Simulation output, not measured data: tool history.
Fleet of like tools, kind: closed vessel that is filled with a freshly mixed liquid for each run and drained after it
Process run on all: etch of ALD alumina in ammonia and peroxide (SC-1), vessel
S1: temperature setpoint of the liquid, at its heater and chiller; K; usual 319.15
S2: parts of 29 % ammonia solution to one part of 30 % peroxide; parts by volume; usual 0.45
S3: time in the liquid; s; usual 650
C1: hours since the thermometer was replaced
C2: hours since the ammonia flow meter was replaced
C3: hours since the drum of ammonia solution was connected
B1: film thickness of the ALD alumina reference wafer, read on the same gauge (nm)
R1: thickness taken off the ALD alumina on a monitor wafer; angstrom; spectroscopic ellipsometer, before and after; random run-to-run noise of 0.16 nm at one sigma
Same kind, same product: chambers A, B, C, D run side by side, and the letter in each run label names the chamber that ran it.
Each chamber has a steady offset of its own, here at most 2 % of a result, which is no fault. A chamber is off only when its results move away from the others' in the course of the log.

| run | hour | S1 | S2 | S3 | C1 | C2 | C3 | B1 | R1 |
|---|---|---|---|---|---|---|---|---|---|
| 1D | 5.1 | 319.15 | 0.45 | 650 | 248.4 | 895.7 | 273.8 | 59.972 | 359.56 |
| 2C | 10.1 | 319.15 | 0.45 | 650 | 660.4 | 261.5 | 664.9 | 59.961 | 368.46 |
| 3A | 15.9 | 319.15 | 0.45 | 650 | 464.5 | 706.1 | 421.7 | 59.974 | 365.74 |
| 4B | 19.0 | 319.15 | 0.45 | 650 | 1022.7 | 315.4 | 383.3 | 60.005 | 371.61 |
| 5A | 24.8 | 319.15 | 0.45 | 495 | 473.4 | 715.0 | 430.6 | 59.991 | 279.78 |
| 6D | 29.2 | 319.15 | 0.45 | 495 | 272.5 | 919.8 | 297.9 | 60.023 | 274.11 |
| 7C | 32.8 | 319.15 | 0.45 | 495 | 683.1 | 284.2 | 687.6 | 59.982 | 278.44 |
| 8B | 38.1 | 319.15 | 0.45 | 495 | 1041.8 | 334.5 | 402.4 | 60.030 | 285.03 |
| 9B | 43.2 | 319.15 | 0.45 | 650 | 1046.9 | 339.6 | 407.5 | 60.002 | 370.68 |
| 10C | 48.4 | 327.65 | 0.55 | 650 | 698.7 | 299.8 | 703.2 | 59.997 | 598.23 |
| 11A | 54.0 | 327.65 | 0.55 | 650 | 502.6 | 744.2 | 459.8 | 59.997 | 596.64 |
| 12D | 59.4 | 327.65 | 0.55 | 650 | 302.7 | 950.0 | 328.1 | 60.001 | 580.08 |
| 13D | 65.2 | 327.65 | 0.55 | 650 | 308.5 | 955.8 | 333.9 | 59.968 | 586.90 |
| 14C | 69.9 | 319.15 | 0.45 | 650 | 720.2 | 321.3 | 724.7 | 60.027 | 368.04 |
| 15A | 73.3 | 319.15 | 0.45 | 650 | 521.9 | 763.5 | 479.1 | 60.055 | 365.28 |
| 16B | 78.4 | 319.15 | 0.45 | 650 | 1082.1 | 374.8 | 442.7 | 59.995 | 378.63 |
| 17A | 81.5 | 322.65 | 0.45 | 495 | 530.1 | 771.7 | 487.3 | 59.998 | 339.01 |
| 18B | 87.1 | 322.65 | 0.45 | 495 | 1090.8 | 383.5 | 451.4 | 59.981 | 352.45 |
|  | 90.2 | chamber C: new drum of ammonia solution connected |
| 19C | 92.5 | 322.65 | 0.45 | 495 | 742.8 | 343.9 | 2.4 | 60.029 | 338.60 |
| 20D | 96.7 | 322.65 | 0.45 | 495 | 340.0 | 987.3 | 365.4 | 60.030 | 332.90 |
| 21C | 101.2 | 319.15 | 0.55 | 650 | 751.5 | 352.6 | 11.1 | 59.997 | 371.52 |
| 22B | 104.4 | 319.15 | 0.55 | 650 | 1108.1 | 400.8 | 468.7 | 59.997 | 391.15 |
| 23A | 108.6 | 319.15 | 0.55 | 650 | 557.2 | 798.8 | 514.4 | 60.014 | 374.74 |
|  | 112.7 | chamber B: new drum of ammonia solution connected |
| 24D | 114.5 | 319.15 | 0.55 | 650 | 357.8 | 1005.1 | 383.2 | 59.956 | 369.39 |
|  | 119.3 | chamber A: new drum of ammonia solution connected |
| 25B | 120.0 | 319.15 | 0.45 | 650 | 1123.7 | 416.4 | 7.4 | 59.982 | 387.19 |
| 26C | 125.3 | 319.15 | 0.45 | 650 | 775.6 | 376.7 | 35.2 | 59.977 | 367.69 |
| 27A | 128.1 | 319.15 | 0.35 | 650 | 576.7 | 818.3 | 8.8 | 60.032 | 359.65 |
| 28D | 132.4 | 319.15 | 0.35 | 650 | 375.7 | 1023.0 | 401.1 | 60.004 | 351.73 |
| 29B | 135.2 | 319.15 | 0.35 | 650 | 1138.9 | 431.6 | 22.6 | 60.009 | 378.85 |
| 30A | 141.0 | 319.15 | 0.35 | 650 | 589.6 | 831.2 | 21.7 | 59.954 | 360.16 |
| 31C | 146.3 | 319.15 | 0.45 | 650 | 796.6 | 397.7 | 56.2 | 59.984 | 368.66 |
| 32D | 150.5 | 319.15 | 0.45 | 650 | 393.8 | 1041.1 | 419.2 | 59.983 | 360.12 |
| 33C | 154.0 | 319.15 | 0.45 | 650 | 804.3 | 405.4 | 63.9 | 59.956 | 366.67 |
| 34A | 156.9 | 319.15 | 0.45 | 650 | 605.5 | 847.1 | 37.6 | 59.935 | 368.02 |

One chamber off, gauge drift, or nothing amiss beyond the chambers' own small offsets? If it is a chamber, which one, and what is the likeliest cause?

One chamber, B, drifts off from the rest bit by bit.
Likeliest cause: liquid hotter than its thermometer reads (K) = 1.02.

Below are 4 candidate recipes for chamber B's next run, each the usual settings with a change, their results shown as question marks. Which of them brings B's results back in line with what the other chambers give on the usual settings?
Counts as in line when no further than this from what the other chambers average on the usual settings: R1 5.60 angstrom
| 35B-1 | 161.1 | 318.65 | 0.45 | 625 |  |  |  |  | ? |
| 35B-2 | 161.1 | 317.15 | 0.45 | 650 |  |  |  |  | ? |
| 35B-3 | 161.1 | 319.65 | 0.45 | 675 |  |  |  |  | ? |
| 35B-4 | 161.1 | 320.15 | 0.45 | 690 |  |  |  |  | ? |

The other chambers' mean on the usual settings: R1 365.39 angstrom
| run | R1 |
|---|---|
| 35B-1 | 367.27 |
| 35B-2 | 350.23 |
| 35B-3 | 419.81 |
| 35B-4 | 441.55 |
35B-1 puts the chamber back in line with the other chambers.
